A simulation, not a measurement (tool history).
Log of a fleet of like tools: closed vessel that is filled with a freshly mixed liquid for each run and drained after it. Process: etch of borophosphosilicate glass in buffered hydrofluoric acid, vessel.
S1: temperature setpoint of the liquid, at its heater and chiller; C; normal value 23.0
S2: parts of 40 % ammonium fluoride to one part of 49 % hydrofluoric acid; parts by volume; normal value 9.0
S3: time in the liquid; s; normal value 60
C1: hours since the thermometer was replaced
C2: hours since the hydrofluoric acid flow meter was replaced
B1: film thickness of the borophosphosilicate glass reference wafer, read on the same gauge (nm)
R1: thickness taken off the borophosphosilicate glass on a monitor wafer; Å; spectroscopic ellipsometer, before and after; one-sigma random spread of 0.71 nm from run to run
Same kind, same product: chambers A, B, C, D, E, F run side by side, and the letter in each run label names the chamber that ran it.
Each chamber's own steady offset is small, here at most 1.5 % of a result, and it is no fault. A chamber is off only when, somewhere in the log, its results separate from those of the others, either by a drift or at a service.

run	day	S1	S2	S3	C1	C2	B1	R1
1F	0.267	23.0	9.0	60	87.7	368.0	59.991	841.59
2B	0.638	23.0	9.0	60	855.2	1696.0	60.002	831.37
# day 0.808: chamber A: thermometer replaced
3A	0.962	23.0	9.0	60	3.8	197.6	60.031	865.02
4E	1.292	23.0	9.0	60	705.9	1594.3	60.001	837.62
5C	1.550	23.0	9.0	60	893.0	548.2	59.984	846.66
6D	1.842	23.0	9.0	60	421.3	319.7	60.035	840.32
7B	2.179	23.0	9.0	60	892.2	1733.0	60.022	837.13
8C	2.429	24.5	9.0	90	914.1	569.3	59.989	1348.80
9F	2.779	24.5	9.0	90	148.0	428.3	59.996	1343.50
10E	3.029	24.5	9.0	90	747.6	1636.0	59.985	1388.10
11A	3.208	24.5	9.0	90	57.7	251.5	59.990	1379.70
12D	3.458	24.5	9.0	90	460.1	358.5	60.010	1372.60
13F	3.700	24.5	9.0	90	170.1	450.4	59.995	1366.70
14D	3.996	23.0	9.0	60	473.0	371.4	60.005	852.68
15C	4.192	23.0	9.0	60	956.4	611.6	59.988	831.36
16E	4.554	23.0	9.0	60	784.2	1672.6	60.029	840.80
17A	4.917	23.0	9.0	60	98.7	292.5	60.016	852.20
18B	5.208	23.0	9.0	60	964.9	1805.7	60.034	841.33
19B	5.467	23.0	9.0	60	971.1	1811.9	59.998	831.64
20F	5.750	23.0	9.0	60	219.3	499.6	60.018	843.30
21D	6.108	23.0	6.5	60	523.7	422.1	59.988	1183.70
22E	6.412	23.0	6.5	60	828.8	1717.2	59.993	1168.80
23A	6.762	23.0	6.5	60	143.0	336.8	60.031	1203.50
24C	7.067	23.0	6.5	60	1025.4	680.6	60.017	1167.80
25B	7.429	23.0	6.5	60	1018.2	1859.0	59.979	1168.90
26E	7.642	23.0	6.5	60	858.3	1746.7	59.993	1180.30
27F	7.983	23.0	9.0	60	272.9	553.2	60.000	888.58
28A	8.267	23.0	9.0	60	179.1	372.9	60.003	852.18
29C	8.558	23.0	7.0	60	1061.2	716.4	60.015	1103.70
30D	8.796	23.0	7.0	60	588.2	486.6	59.986	1121.40
31C	9.150	23.0	7.0	60	1075.4	730.6	60.030	1100.90
32F	9.317	23.0	7.0	60	304.9	585.2	60.030	1158.60
33D	9.558	23.0	7.0	60	606.5	504.9	59.995	1112.60
34E	9.783	23.0	7.0	60	909.7	1798.1	60.005	1096.30
35A	9.979	23.0	7.5	60	220.2	414.0	60.002	1046.50
36B	10.229	23.0	7.5	60	1085.4	1926.2	59.994	1011.70
37C	10.508	23.0	7.5	60	1108.0	763.2	60.000	998.28
38B	10.729	23.0	7.5	60	1097.4	1938.2	60.012	1006.80
39D	11.075	23.0	7.5	60	642.9	541.3	60.019	1041.30
40E	11.242	23.0	7.5	60	944.7	1833.1	60.016	1007.30
# day 11.446: chamber A: hydrofluoric acid flow meter replaced
41F	11.517	18.0	9.0	60	357.7	638.0	60.000	694.67
42A	11.683	18.0	9.0	60	261.1	5.7	59.992	650.13
43B	11.954	18.0	9.0	60	1126.8	1967.6	60.006	627.40

Predict what each chamber gives when all 6 of them run the settings below next.
44A	12.221	23.0	6.5	60				?
44B	12.221	23.0	6.5	60				?
44C	12.221	23.0	6.5	60				?
44D	12.221	23.0	6.5	60				?
44E	12.221	23.0	6.5	60				?
44F	12.221	23.0	6.5	60				?

run	R1
44A	1188.80
44B	1165.80
44C	1186.20
44D	1199.20
44E	1147.40
44F	1272.80
